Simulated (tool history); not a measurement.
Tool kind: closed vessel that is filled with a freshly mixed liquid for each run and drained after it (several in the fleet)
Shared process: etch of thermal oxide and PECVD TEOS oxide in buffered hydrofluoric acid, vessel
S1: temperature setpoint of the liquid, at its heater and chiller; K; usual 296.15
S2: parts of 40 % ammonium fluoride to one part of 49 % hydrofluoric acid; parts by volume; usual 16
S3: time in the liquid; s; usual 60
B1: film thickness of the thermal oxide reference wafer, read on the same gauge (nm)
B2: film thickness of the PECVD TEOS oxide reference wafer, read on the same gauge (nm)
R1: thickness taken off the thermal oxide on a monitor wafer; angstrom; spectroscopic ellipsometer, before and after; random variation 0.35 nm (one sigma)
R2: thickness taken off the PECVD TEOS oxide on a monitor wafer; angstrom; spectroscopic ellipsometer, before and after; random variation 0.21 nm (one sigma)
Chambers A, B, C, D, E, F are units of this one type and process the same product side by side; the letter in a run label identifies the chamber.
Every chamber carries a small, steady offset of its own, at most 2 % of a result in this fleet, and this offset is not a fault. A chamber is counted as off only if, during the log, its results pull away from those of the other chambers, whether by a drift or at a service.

run	hour	S1	S2	S3	B1	B2	R1	R2
1E	6.7	296.15	16	60	30.001	119.98	400.98	662.05
2B	13.4	296.15	16	60	29.997	119.99	406.92	662.14
3D	18.3	296.15	16	60	29.995	119.98	402.24	651.79
4C	21.7	296.15	16	60	30.007	119.97	396.69	655.44
5F	25.1	296.15	10	60	29.997	120.03	642.25	1049.3
6A	31.2	296.15	10	60	30.045	120.03	635.43	1039.8
7E	34.6	296.15	10	60	29.984	119.96	627.52	1055.8
8C	39.1	296.15	10	60	30.007	119.98	633.07	1046.8
9F	45.5	296.15	10	60	30.033	120.02	641.55	1051.5
10B	49.6	296.15	10	60	29.997	119.98	641.4	1049.5
# hour 53.1: chamber C: hydrofluoric acid flow meter replaced
11D	56.8	296.15	16	60	30.019	120.03	396.54	647.45
12A	63.7	296.15	16	60	29.997	120.01	400.73	657.43
13C	70.7	296.15	16	60	30.012	120	404.27	660.15
14F	76.5	296.15	16	60	29.999	120	407.52	653.24
15B	82	296.15	16	60	29.983	120	408.07	663.78
16E	85.6	296.15	16	60	29.978	120.01	400.18	662.35
17A	91.8	296.15	16	60	30.028	120	405.62	656.03
18D	96.4	296.15	16	60	29.992	119.98	397.32	644.02
19C	102	296.15	16	60	30	120.02	398.36	657.95
20B	105.7	296.15	16	60	30.027	120.01	401.39	665.48
21D	109.6	296.15	16	60	29.96	119.99	393.3	652.78
22F	116.7	296.15	16	60	29.991	120.03	405.62	655.52
23A	124.1	296.15	16	60	29.971	120	400.01	655.81
24E	129.7	296.15	16	60	29.998	119.99	398.91	666.33
25B	137.1	296.15	16	60	30.001	119.96	404.8	660.08
26A	141	296.15	16	60	30.007	120.01	400.97	656.74
27D	146.7	296.15	16	60	29.988	120	398.76	648.44
28F	150	296.15	16	60	30.004	119.98	397.01	653.25
29E	157.4	296.15	16	60	30.01	120.04	402.65	662.38
30C	162.2	296.15	10	60	29.988	119.98	620.95	1047.4
31D	168.3	296.15	10	60	29.973	120.02	633.21	1028.3
32B	175.6	296.15	10	60	30.019	120.02	641.71	1050.3
33F	179.5	296.15	10	60	30.016	120.03	646.41	1041.5
34A	184.6	296.15	10	60	29.962	120	637.3	1040.7
35C	191.6	296.15	10	60	29.98	120.04	639.49	1047.8
36E	195	293.65	16	60	30.002	120	341.87	576.83
37D	201.9	293.65	16	60	29.977	120.03	346.06	565.77
38A	209.4	293.65	16	60	29.972	119.96	354.56	571.19

Decide between three cases: one chamber stands off from its peers, the gauge reading all wafers drifts, or nothing is wrong past each chamber's small offset. Where a chamber is off, say which and what most likely put it there.

All chambers stay in line apart from their small fixed offsets, and the gauge does not drift.
